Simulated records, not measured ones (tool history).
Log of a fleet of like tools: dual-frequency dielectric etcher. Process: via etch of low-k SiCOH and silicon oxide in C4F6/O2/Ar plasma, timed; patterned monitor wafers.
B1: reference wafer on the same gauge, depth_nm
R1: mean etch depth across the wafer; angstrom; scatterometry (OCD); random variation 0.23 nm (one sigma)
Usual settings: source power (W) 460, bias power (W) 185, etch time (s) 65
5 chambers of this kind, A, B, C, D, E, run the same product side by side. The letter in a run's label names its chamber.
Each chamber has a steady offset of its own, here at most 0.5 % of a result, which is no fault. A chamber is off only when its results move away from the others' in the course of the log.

run 1B hour=10.9 | source_power_(W)=460 bias_power_(W)=185 etch_time_(s)=65 | B1=172.98 | R1=1926.7
run 2A hour=21.8 | source_power_(W)=460 bias_power_(W)=185 etch_time_(s)=65 | B1=173.01 | R1=1935.7
run 3C hour=29.4 | source_power_(W)=460 bias_power_(W)=185 etch_time_(s)=65 | B1=173.11 | R1=1944.7
run 4D hour=37.7 | source_power_(W)=460 bias_power_(W)=185 etch_time_(s)=65 | B1=173.04 | R1=1937.0
run 5E hour=51.9 | source_power_(W)=460 bias_power_(W)=228 etch_time_(s)=65 | B1=173.09 | R1=2073.1
run 6A hour=64.3 | source_power_(W)=460 bias_power_(W)=228 etch_time_(s)=65 | B1=173.10 | R1=2067.4
run 7B hour=75.8 | source_power_(W)=460 bias_power_(W)=228 etch_time_(s)=65 | B1=173.16 | R1=2066.0
run 8D hour=90.1 | source_power_(W)=460 bias_power_(W)=228 etch_time_(s)=65 | B1=173.16 | R1=2071.5
run 9E hour=103.7 | source_power_(W)=460 bias_power_(W)=228 etch_time_(s)=65 | B1=173.20 | R1=2074.1
run 10C hour=111.9 | source_power_(W)=460 bias_power_(W)=185 etch_time_(s)=65 | B1=173.26 | R1=1943.1
run 11E hour=125.0 | source_power_(W)=460 bias_power_(W)=185 etch_time_(s)=65 | B1=173.25 | R1=1942.2
run 12B hour=139.4 | source_power_(W)=460 bias_power_(W)=185 etch_time_(s)=65 | B1=173.32 | R1=1928.5
run 13D hour=150.6 | source_power_(W)=460 bias_power_(W)=185 etch_time_(s)=65 | B1=173.37 | R1=1940.3
run 14A hour=157.6 | source_power_(W)=550 bias_power_(W)=226 etch_time_(s)=65 | B1=173.33 | R1=2210.0
run 15C hour=170.6 | source_power_(W)=550 bias_power_(W)=226 etch_time_(s)=65 | B1=173.33 | R1=2220.6
run 16C hour=178.1 | source_power_(W)=550 bias_power_(W)=226 etch_time_(s)=65 | B1=173.35 | R1=2220.2
-- hour=180.8 chamber C: wet clean of the chamber
run 17E hour=190.9 | source_power_(W)=550 bias_power_(W)=226 etch_time_(s)=65 | B1=173.45 | R1=2221.2
run 18A hour=201.6 | source_power_(W)=550 bias_power_(W)=226 etch_time_(s)=65 | B1=173.41 | R1=2218.3
run 19B hour=210.6 | source_power_(W)=460 bias_power_(W)=185 etch_time_(s)=65 | B1=173.46 | R1=1935.1
run 20D hour=224.0 | source_power_(W)=460 bias_power_(W)=185 etch_time_(s)=65 | B1=173.48 | R1=1941.0
-- hour=235.6 chamber A: wet clean of the chamber
run 21B hour=235.8 | source_power_(W)=460 bias_power_(W)=185 etch_time_(s)=65 | B1=173.47 | R1=1934.5
run 22E hour=247.7 | source_power_(W)=460 bias_power_(W)=185 etch_time_(s)=65 | B1=173.58 | R1=1942.0
-- hour=257.2 chamber B: wet clean of the chamber
run 23C hour=260.0 | source_power_(W)=460 bias_power_(W)=185 etch_time_(s)=65 | B1=173.58 | R1=1950.2
run 24D hour=271.5 | source_power_(W)=460 bias_power_(W)=185 etch_time_(s)=65 | B1=173.62 | R1=1942.9
-- hour=284.5 chamber E: bias power generator calibrated
run 25A hour=285.9 | source_power_(W)=460 bias_power_(W)=185 etch_time_(s)=65 | B1=173.64 | R1=1939.8
run 26C hour=300.1 | source_power_(W)=460 bias_power_(W)=222 etch_time_(s)=77 | B1=173.67 | R1=2443.9
run 27E hour=310.2 | source_power_(W)=460 bias_power_(W)=222 etch_time_(s)=77 | B1=173.66 | R1=2444.6
run 28A hour=319.9 | source_power_(W)=460 bias_power_(W)=222 etch_time_(s)=77 | B1=173.65 | R1=2440.9
run 29B hour=329.3 | source_power_(W)=460 bias_power_(W)=222 etch_time_(s)=77 | B1=173.71 | R1=2429.9
run 30D hour=340.9 | source_power_(W)=460 bias_power_(W)=222 etch_time_(s)=77 | B1=173.74 | R1=2448.0
run 31E hour=351.9 | source_power_(W)=460 bias_power_(W)=185 etch_time_(s)=65 | B1=173.76 | R1=1946.9
run 32B hour=358.3 | source_power_(W)=460 bias_power_(W)=185 etch_time_(s)=65 | B1=173.75 | R1=1933.0
run 33D hour=365.2 | source_power_(W)=460 bias_power_(W)=185 etch_time_(s)=65 | B1=173.79 | R1=1944.2
run 34C hour=378.6 | source_power_(W)=460 bias_power_(W)=185 etch_time_(s)=65 | B1=173.81 | R1=1949.7

Is one chamber off against the others, does the gauge drift, or is nothing wrong? If a chamber is off, say which, and what the likeliest cause is.

The gauge drifts, so all chambers seem to drift together. No chamber is off.
Cause: gauge reads high (%) = 0.479.

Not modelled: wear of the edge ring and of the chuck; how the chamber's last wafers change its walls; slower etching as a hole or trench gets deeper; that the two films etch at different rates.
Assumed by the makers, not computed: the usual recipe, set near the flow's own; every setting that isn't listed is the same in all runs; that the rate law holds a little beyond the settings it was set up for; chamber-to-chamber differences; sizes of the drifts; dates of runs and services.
